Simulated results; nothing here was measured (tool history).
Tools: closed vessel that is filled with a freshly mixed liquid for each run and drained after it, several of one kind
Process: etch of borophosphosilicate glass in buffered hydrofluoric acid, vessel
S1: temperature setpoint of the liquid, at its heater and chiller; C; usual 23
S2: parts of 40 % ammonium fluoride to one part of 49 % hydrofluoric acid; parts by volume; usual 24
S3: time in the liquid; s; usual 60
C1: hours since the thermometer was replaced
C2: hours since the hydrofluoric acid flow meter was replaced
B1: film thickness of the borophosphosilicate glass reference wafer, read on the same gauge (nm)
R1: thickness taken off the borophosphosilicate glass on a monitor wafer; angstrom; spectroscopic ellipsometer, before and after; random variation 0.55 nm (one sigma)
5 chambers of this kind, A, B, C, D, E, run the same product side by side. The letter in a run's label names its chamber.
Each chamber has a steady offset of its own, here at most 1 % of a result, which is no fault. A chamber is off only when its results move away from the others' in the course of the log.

At hour 7.4: chamber B: hydrofluoric acid flow meter replaced.
Run 1D, hour 8.5: usual settings; C1 429.4; C2 137.8; B1 59.966. Result: R1 570.39 angstrom.
Run 2E, hour 14.4: usual settings; C1 1403.7; C2 773.3; B1 60.012. Result: R1 574.53 angstrom.
Run 3B, hour 19.1: usual settings; C1 192.4; C2 11.8; B1 60.022. Result: R1 578.04 angstrom.
Run 4C, hour 25: usual settings; C1 286.2; C2 1303.2; B1 59.977. Result: R1 566.85 angstrom.
Run 5A, hour 31.8: usual settings; C1 433.4; C2 1450.4; B1 60.006. Result: R1 571.82 angstrom.
Run 6A, hour 40.2: usual settings; C1 441.8; C2 1458.8; B1 59.991. Result: R1 575.28 angstrom.
Run 7B, hour 45.7: usual settings; C1 219; C2 38.4; B1 59.995. Result: R1 573.28 angstrom.
Run 8D, hour 52.6: usual settings; C1 473.5; C2 181.9; B1 60.013. Result: R1 573.55 angstrom.
Run 9C, hour 57.4: usual settings; C1 318.6; C2 1335.6; B1 60.052. Result: R1 553.97 angstrom.
Run 10E, hour 62.3: usual settings; C1 1451.6; C2 821.2; B1 60.001. Result: R1 582.66 angstrom.
Run 11B, hour 71.4: usual settings; C1 244.7; C2 64.1; B1 59.994. Result: R1 566.96 angstrom.
Run 12C, hour 79.1: usual settings; C1 340.3; C2 1357.3; B1 59.978. Result: R1 570.32 angstrom.
Run 13E, hour 87.5: usual settings; C1 1476.8; C2 846.4; B1 59.975. Result: R1 562.95 angstrom.
Run 14A, hour 93.5: usual settings; C1 495.1; C2 1512.1; B1 59.997. Result: R1 572.45 angstrom.
Run 15D, hour 101.2: usual settings but S3 35 s; C1 522.1; C2 230.5; B1 60.008. Result: R1 340 angstrom.
Run 16A, hour 107.9: usual settings but S3 35 s; C1 509.5; C2 1526.5; B1 60. Result: R1 331.19 angstrom.
Run 17D, hour 112.7: usual settings but S3 35 s; C1 533.6; C2 242; B1 59.997. Result: R1 331.16 angstrom.
Run 18B, hour 121.1: usual settings but S3 35 s; C1 294.4; C2 113.8; B1 60.013. Result: R1 341.41 angstrom.
Run 19C, hour 129.2: usual settings but S3 35 s; C1 390.4; C2 1407.4; B1 59.949. Result: R1 330.17 angstrom.
Run 20E, hour 134.5: usual settings; C1 1523.8; C2 893.4; B1 59.995. Result: R1 575.01 angstrom.
Run 21A, hour 142.2: usual settings; C1 543.8; C2 1560.8; B1 59.982. Result: R1 580.93 angstrom.
Run 22B, hour 148: usual settings; C1 321.3; C2 140.7; B1 59.997. Result: R1 569.29 angstrom.
Run 23D, hour 155.2: usual settings; C1 576.1; C2 284.5; B1 59.995. Result: R1 564.35 angstrom.
Run 24C, hour 162.6: usual settings; C1 423.8; C2 1440.8; B1 60.018. Result: R1 564.93 angstrom.
Run 25E, hour 168.4: usual settings; C1 1557.7; C2 927.3; B1 59.941. Result: R1 570.03 angstrom.
Run 26B, hour 175.2: usual settings but S2 17.5 parts by volume; C1 348.5; C2 167.9; B1 59.973. Result: R1 748.83 angstrom.
Run 27A, hour 184.5: usual settings but S2 17.5 parts by volume; C1 586.1; C2 1603.1; B1 60.006. Result: R1 778.06 angstrom.
Run 28D, hour 192.3: usual settings but S2 17.5 parts by volume; C1 613.2; C2 321.6; B1 60.012. Result: R1 740.76 angstrom.
Run 29E, hour 198.4: usual settings but S2 17.5 parts by volume; C1 1587.7; C2 957.3; B1 60.007. Result: R1 748.78 angstrom.
Run 30C, hour 207.5: usual settings but S2 17.5 parts by volume; C1 468.7; C2 1485.7; B1 60.009. Result: R1 726.22 angstrom.
Run 31A, hour 216.2: usual settings; C1 617.8; C2 1634.8; B1 59.989. Result: R1 598.03 angstrom.
Run 32C, hour 221.3: usual settings; C1 482.5; C2 1499.5; B1 59.999. Result: R1 565.54 angstrom.
Run 33E, hour 229.5: usual settings; C1 1618.8; C2 988.4; B1 59.992. Result: R1 573.52 angstrom.
Run 34B, hour 234.4: usual settings; C1 407.7; C2 227.1; B1 60.061. Result: R1 577.57 angstrom.
Run 35D, hour 243.1: usual settings; C1 664; C2 372.4; B1 60.001. Result: R1 568.27 angstrom.
Run 36E, hour 251.5: usual settings; C1 1640.8; C2 1010.4; B1 59.973. Result: R1 571.41 angstrom.
Run 37A, hour 259.6: usual settings; C1 661.2; C2 1678.2; B1 60.036. Result: R1 604.66 angstrom.
Run 38C, hour 267: usual settings; C1 528.2; C2 1545.2; B1 59.961. Result: R1 576.34 angstrom.
At hour 270.7: chamber D: thermometer replaced.
Run 39B, hour 274.7: usual settings but S3 45 s; C1 448; C2 267.4; B1 59.986. Result: R1 433.59 angstrom.
Run 40D, hour 279.9: usual settings but S3 45 s; C1 9.2; C2 409.2; B1 59.997. Result: R1 425.25 angstrom.

Next, every chamber runs the same settings. What will each give?
Run 41A, hour 286.8: usual settings. Result: R1 ?.
Run 41B, hour 286.8: usual settings. Result: R1 ?.
Run 41C, hour 286.8: usual settings. Result: R1 ?.
Run 41D, hour 286.8: usual settings. Result: R1 ?.
Run 41E, hour 286.8: usual settings. Result: R1 ?.

run      R1
41A  609.86
41B  582.69
41C  560.94
41D  564.87
41E  566.03

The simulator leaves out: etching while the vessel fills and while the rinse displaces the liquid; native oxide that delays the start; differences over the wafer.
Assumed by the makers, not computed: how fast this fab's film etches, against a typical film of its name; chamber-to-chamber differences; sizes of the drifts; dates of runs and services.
